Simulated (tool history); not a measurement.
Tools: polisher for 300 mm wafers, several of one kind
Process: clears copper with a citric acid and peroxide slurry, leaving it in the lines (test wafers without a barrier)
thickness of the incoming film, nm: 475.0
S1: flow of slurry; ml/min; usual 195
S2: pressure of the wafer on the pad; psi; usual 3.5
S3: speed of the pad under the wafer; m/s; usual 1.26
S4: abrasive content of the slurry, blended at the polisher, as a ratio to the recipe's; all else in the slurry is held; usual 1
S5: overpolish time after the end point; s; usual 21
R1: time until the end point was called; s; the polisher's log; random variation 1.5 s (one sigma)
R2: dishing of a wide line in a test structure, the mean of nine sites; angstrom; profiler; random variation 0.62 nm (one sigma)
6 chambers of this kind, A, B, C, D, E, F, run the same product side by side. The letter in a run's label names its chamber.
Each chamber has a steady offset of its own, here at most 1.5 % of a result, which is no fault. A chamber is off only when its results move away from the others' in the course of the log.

{"run": "1D", "day": 0.358, "S1": 195, "S2": 3.5, "S3": 1.26, "S4": 1, "S5": 21, "R1": 133.23, "R2": 513.65}
{"run": "2E", "day": 0.75, "S1": 195, "S2": 3.5, "S3": 1.26, "S4": 1, "S5": 21, "R1": 134.01, "R2": 510.91}
{"day": 0.754, "done": "chamber A: slurry nozzle cleaned"}
{"day": 0.954, "done": "chamber A: slurry blender recalibrated"}
{"day": 0.975, "done": "chamber C: slurry blender recalibrated"}
{"run": "3B", "day": 1.05, "S1": 195, "S2": 3.5, "S3": 1.26, "S4": 1, "S5": 21, "R1": 132.88, "R2": 514.33}
{"day": 1.138, "done": "chamber A: worn pad replaced by a new one"}
{"run": "4A", "day": 1.717, "S1": 195, "S2": 3.5, "S3": 1.26, "S4": 1, "S5": 21, "R1": 131.72, "R2": 517.52}
{"run": "5C", "day": 2.238, "S1": 195, "S2": 3.5, "S3": 1.26, "S4": 1, "S5": 21, "R1": 134.18, "R2": 493.59}
{"day": 2.408, "done": "chamber D: worn pad replaced by a new one"}
{"day": 2.446, "done": "chamber F: worn pad replaced by a new one"}
{"day": 2.721, "done": "chamber C: worn pad replaced by a new one"}
{"run": "6F", "day": 2.879, "S1": 195, "S2": 3.5, "S3": 1.26, "S4": 1, "S5": 21, "R1": 133.54, "R2": 519.45}
{"day": 2.929, "done": "chamber E: worn pad replaced by a new one"}
{"day": 3.167, "done": "chamber B: slurry blender recalibrated"}
{"run": "7A", "day": 3.354, "S1": 195, "S2": 3.5, "S3": 1.58, "S4": 1, "S5": 21, "R1": 107.4, "R2": 622.68}
{"run": "8F", "day": 4.038, "S1": 195, "S2": 3.5, "S3": 1.58, "S4": 1, "S5": 21, "R1": 104.25, "R2": 617.58}
{"run": "9C", "day": 4.525, "S1": 195, "S2": 3.5, "S3": 1.58, "S4": 1, "S5": 21, "R1": 108.08, "R2": 616.43}
{"day": 5.167, "done": "chamber B: worn pad replaced by a new one"}
{"run": "10E", "day": 5.2, "S1": 195, "S2": 3.5, "S3": 1.58, "S4": 1, "S5": 21, "R1": 108.51, "R2": 606.44}
{"day": 5.633, "done": "chamber A: worn pad replaced by a new one"}
{"day": 5.683, "done": "chamber D: slurry blender recalibrated"}
{"run": "11D", "day": 5.733, "S1": 195, "S2": 3.5, "S3": 1.58, "S4": 1, "S5": 21, "R1": 104.59, "R2": 606.58}
{"run": "12B", "day": 6.071, "S1": 195, "S2": 3.5, "S3": 1.58, "S4": 1, "S5": 21, "R1": 105.39, "R2": 610.11}
{"day": 6.138, "done": "chamber C: worn pad replaced by a new one"}
{"day": 6.254, "done": "chamber B: slurry nozzle cleaned"}
{"day": 6.338, "done": "chamber A: slurry blender recalibrated"}
{"run": "13F", "day": 6.438, "S1": 195, "S2": 3.5, "S3": 1.26, "S4": 1, "S5": 21, "R1": 133.76, "R2": 511.79}
{"run": "14C", "day": 6.908, "S1": 195, "S2": 3.5, "S3": 1.26, "S4": 1, "S5": 21, "R1": 134.94, "R2": 505.54}
{"day": 7.038, "done": "chamber D: worn pad replaced by a new one"}
{"run": "15A", "day": 7.258, "S1": 195, "S2": 3.5, "S3": 1.26, "S4": 1, "S5": 21, "R1": 133.78, "R2": 512.35}
{"day": 7.421, "done": "chamber C: slurry blender recalibrated"}
{"day": 7.692, "done": "chamber F: slurry blender recalibrated"}
{"run": "16B", "day": 7.821, "S1": 195, "S2": 3.5, "S3": 1.26, "S4": 1, "S5": 21, "R1": 133.03, "R2": 509.6}
{"day": 8.308, "done": "chamber E: worn pad replaced by a new one"}
{"run": "17D", "day": 8.446, "S1": 195, "S2": 3.5, "S3": 1.26, "S4": 1, "S5": 21, "R1": 130.02, "R2": 510.59}
{"day": 8.596, "done": "chamber F: worn pad replaced by a new one"}
{"run": "18E", "day": 8.8, "S1": 195, "S2": 3.5, "S3": 1.26, "S4": 1, "S5": 21, "R1": 133.46, "R2": 496.35}
{"run": "19D", "day": 9.367, "S1": 195, "S2": 3.5, "S3": 1.26, "S4": 1, "S5": 21, "R1": 135, "R2": 512.41}
{"day": 9.458, "done": "chamber A: worn pad replaced by a new one"}
{"run": "20A", "day": 9.808, "S1": 195, "S2": 3.5, "S3": 1.26, "S4": 1, "S5": 21, "R1": 134.18, "R2": 520.34}
{"day": 9.908, "done": "chamber C: worn pad replaced by a new one"}
{"day": 9.921, "done": "chamber F: head pressure recalibrated"}
{"day": 9.938, "done": "chamber F: slurry nozzle cleaned"}
{"run": "21C", "day": 10.192, "S1": 195, "S2": 3.5, "S3": 1.26, "S4": 1, "S5": 21, "R1": 134.95, "R2": 500.24}
{"day": 10.254, "done": "chamber B: head pressure recalibrated"}
{"day": 10.696, "done": "chamber E: slurry blender recalibrated"}
{"run": "22E", "day": 10.792, "S1": 195, "S2": 3.5, "S3": 1.26, "S4": 1, "S5": 21, "R1": 134.2, "R2": 513.87}
{"day": 11.042, "done": "chamber A: slurry blender recalibrated"}
{"run": "23B", "day": 11.371, "S1": 195, "S2": 3.5, "S3": 1.26, "S4": 1, "S5": 21, "R1": 121.61, "R2": 569.29}
{"run": "24F", "day": 11.925, "S1": 195, "S2": 3.5, "S3": 1.26, "S4": 1, "S5": 21, "R1": 134.96, "R2": 499.39}
{"day": 12.092, "done": "chamber D: worn pad replaced by a new one"}
{"run": "25D", "day": 12.262, "S1": 195, "S2": 3.5, "S3": 1.26, "S4": 0.75, "S5": 21, "R1": 139.59, "R2": 490.8}
{"run": "26A", "day": 12.738, "S1": 195, "S2": 3.5, "S3": 1.26, "S4": 0.75, "S5": 21, "R1": 139.61, "R2": 491.36}
{"day": 12.788, "done": "chamber B: worn pad replaced by a new one"}
{"run": "27C", "day": 13.346, "S1": 195, "S2": 3.5, "S3": 1.26, "S4": 0.75, "S5": 21, "R1": 144.88, "R2": 482.81}
{"day": 13.438, "done": "chamber E: worn pad replaced by a new one"}
{"day": 13.492, "done": "chamber C: worn pad replaced by a new one"}
{"run": "28E", "day": 13.704, "S1": 195, "S2": 3.5, "S3": 1.26, "S4": 0.75, "S5": 21, "R1": 143.57, "R2": 484.43}
{"day": 14.004, "done": "chamber A: worn pad replaced by a new one"}
{"run": "29B", "day": 14.146, "S1": 195, "S2": 3.5, "S3": 1.26, "S4": 0.75, "S5": 21, "R1": 125.23, "R2": 540.87}
{"day": 14.233, "done": "chamber F: worn pad replaced by a new one"}
{"day": 14.646, "done": "chamber C: slurry blender recalibrated"}
{"run": "30F", "day": 14.742, "S1": 195, "S2": 3.5, "S3": 1.26, "S4": 0.75, "S5": 21, "R1": 142.62, "R2": 483.88}
{"day": 14.762, "done": "chamber D: head pressure recalibrated"}
{"run": "31C", "day": 15.379, "S1": 195, "S2": 3.5, "S3": 1.26, "S4": 1, "S5": 21, "R1": 135.59, "R2": 499.88}
{"run": "32A", "day": 15.846, "S1": 195, "S2": 3.5, "S3": 1.26, "S4": 1, "S5": 21, "R1": 134.37, "R2": 515.23}
{"day": 16.321, "done": "chamber A: slurry blender recalibrated"}
{"run": "33D", "day": 16.533, "S1": 130, "S2": 3.5, "S3": 1.26, "S4": 1, "S5": 13, "R1": 140.79, "R2": 312.19}
{"run": "34F", "day": 17.071, "S1": 130, "S2": 3.5, "S3": 1.26, "S4": 1, "S5": 13, "R1": 142.91, "R2": 322.95}
{"day": 17.242, "done": "chamber F: slurry blender recalibrated"}
{"day": 17.362, "done": "chamber D: worn pad replaced by a new one"}
{"run": "35B", "day": 17.646, "S1": 130, "S2": 3.5, "S3": 1.26, "S4": 1, "S5": 13, "R1": 126.47, "R2": 353.66}
{"run": "36E", "day": 18.033, "S1": 130, "S2": 3.5, "S3": 1.26, "S4": 1, "S5": 13, "R1": 141.83, "R2": 314.43}
{"day": 18.317, "done": "chamber A: worn pad replaced by a new one"}
{"run": "37A", "day": 18.625, "S1": 130, "S2": 3.5, "S3": 1.26, "S4": 1, "S5": 13, "R1": 140.61, "R2": 318.12}
{"run": "38D", "day": 19.046, "S1": 130, "S2": 3.5, "S3": 1.26, "S4": 1, "S5": 13, "R1": 141.79, "R2": 319.42}
{"run": "39F", "day": 19.346, "S1": 195, "S2": 3.5, "S3": 1.26, "S4": 1, "S5": 21, "R1": 130.67, "R2": 501.98}

All 6 chambers run these settings next. Forecast each chamber's results:
{"run": "40A", "day": 19.838, "S1": 195, "S2": 3.5, "S3": 1.26, "S4": 1, "S5": 21, "R1": "?", "R2": "?"}
{"run": "40B", "day": 19.838, "S1": 195, "S2": 3.5, "S3": 1.26, "S4": 1, "S5": 21, "R1": "?", "R2": "?"}
{"run": "40C", "day": 19.838, "S1": 195, "S2": 3.5, "S3": 1.26, "S4": 1, "S5": 21, "R1": "?", "R2": "?"}
{"run": "40D", "day": 19.838, "S1": 195, "S2": 3.5, "S3": 1.26, "S4": 1, "S5": 21, "R1": "?", "R2": "?"}
{"run": "40E", "day": 19.838, "S1": 195, "S2": 3.5, "S3": 1.26, "S4": 1, "S5": 21, "R1": "?", "R2": "?"}
{"run": "40F", "day": 19.838, "S1": 195, "S2": 3.5, "S3": 1.26, "S4": 1, "S5": 21, "R1": "?", "R2": "?"}

run=40A R1=133.76 R2=512.14
run=40B R1=116.92 R2=569.99
run=40C R1=137.08 R2=505.89
run=40D R1=133.62 R2=505.26
run=40E R1=135.72 R2=512.53
run=40F R1=135.18 R2=500.05
